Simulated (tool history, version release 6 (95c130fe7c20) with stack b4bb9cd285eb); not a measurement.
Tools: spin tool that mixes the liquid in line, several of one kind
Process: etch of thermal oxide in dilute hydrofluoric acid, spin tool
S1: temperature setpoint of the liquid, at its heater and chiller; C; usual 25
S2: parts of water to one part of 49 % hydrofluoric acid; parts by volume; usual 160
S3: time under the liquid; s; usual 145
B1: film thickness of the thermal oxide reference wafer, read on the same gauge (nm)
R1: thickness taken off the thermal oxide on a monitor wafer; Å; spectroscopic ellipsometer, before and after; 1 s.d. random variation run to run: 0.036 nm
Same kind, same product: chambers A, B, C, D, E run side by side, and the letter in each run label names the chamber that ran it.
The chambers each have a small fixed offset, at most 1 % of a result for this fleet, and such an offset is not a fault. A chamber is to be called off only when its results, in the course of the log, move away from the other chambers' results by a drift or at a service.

run,hour,S1,S2,S3,B1,R1
1E,10.3,25,160,145,109.97,41.370
2D,17.1,25,160,145,109.99,41.779
# hour 23.0: chamber A: hydrofluoric acid flow meter replaced
3C,24.1,25,160,145,110.04,42.122
4A,33.5,25,160,145,109.98,41.870
5B,43.9,25,160,145,109.98,41.463
6C,50.5,25,160,145,109.95,42.067
7E,63.3,25,160,145,110.00,40.872
8B,70.1,25,160,145,109.99,41.889
9A,76.3,25,115,80,109.99,33.325
10D,82.3,25,115,80,109.99,33.397
11D,89.4,25,115,80,109.99,32.730
12A,99.9,25,115,80,109.94,33.872
13B,111.1,25,115,80,110.00,33.711
14C,123.1,25,160,145,109.99,41.151
15E,136.1,25,160,145,110.02,40.488
16E,143.8,25,160,145,110.00,40.451
17A,157.1,25,160,145,109.94,41.634
18D,169.5,25,160,145,109.97,40.744
19C,183.3,25,160,145,109.98,41.990
20B,193.6,25,160,145,109.97,41.814
21C,204.6,25,160,145,110.01,41.882
22D,214.0,25,160,145,109.94,40.985
23A,226.8,25,160,145,110.03,41.294
24E,237.7,25,160,145,110.04,39.013
25B,244.3,25,160,145,110.03,41.687
26E,257.7,25,160,145,109.97,38.315
27D,268.7,25,105,145,109.95,66.115
28A,276.9,25,105,145,109.96,66.874
29C,285.5,25,105,145,110.03,68.654
# hour 289.9: chamber D: hydrofluoric acid flow meter replaced
30B,297.0,25,105,145,109.99,66.273
31A,305.8,25,105,145,110.01,67.108
32B,317.9,25,160,145,110.05,41.871
33E,328.4,25,200,195,110.01,39.032
34C,338.2,25,200,195,109.97,42.910
35D,347.0,25,200,195,109.91,43.045

All 5 chambers run these settings next. Forecast each chamber's results:
36A,356.9,25,85,145,,?
36B,356.9,25,85,145,,?
36C,356.9,25,85,145,,?
36D,356.9,25,85,145,,?
36E,356.9,25,85,145,,?

run,R1
36A,84.242
36B,85.184
36C,86.739
36D,83.842
36E,75.382

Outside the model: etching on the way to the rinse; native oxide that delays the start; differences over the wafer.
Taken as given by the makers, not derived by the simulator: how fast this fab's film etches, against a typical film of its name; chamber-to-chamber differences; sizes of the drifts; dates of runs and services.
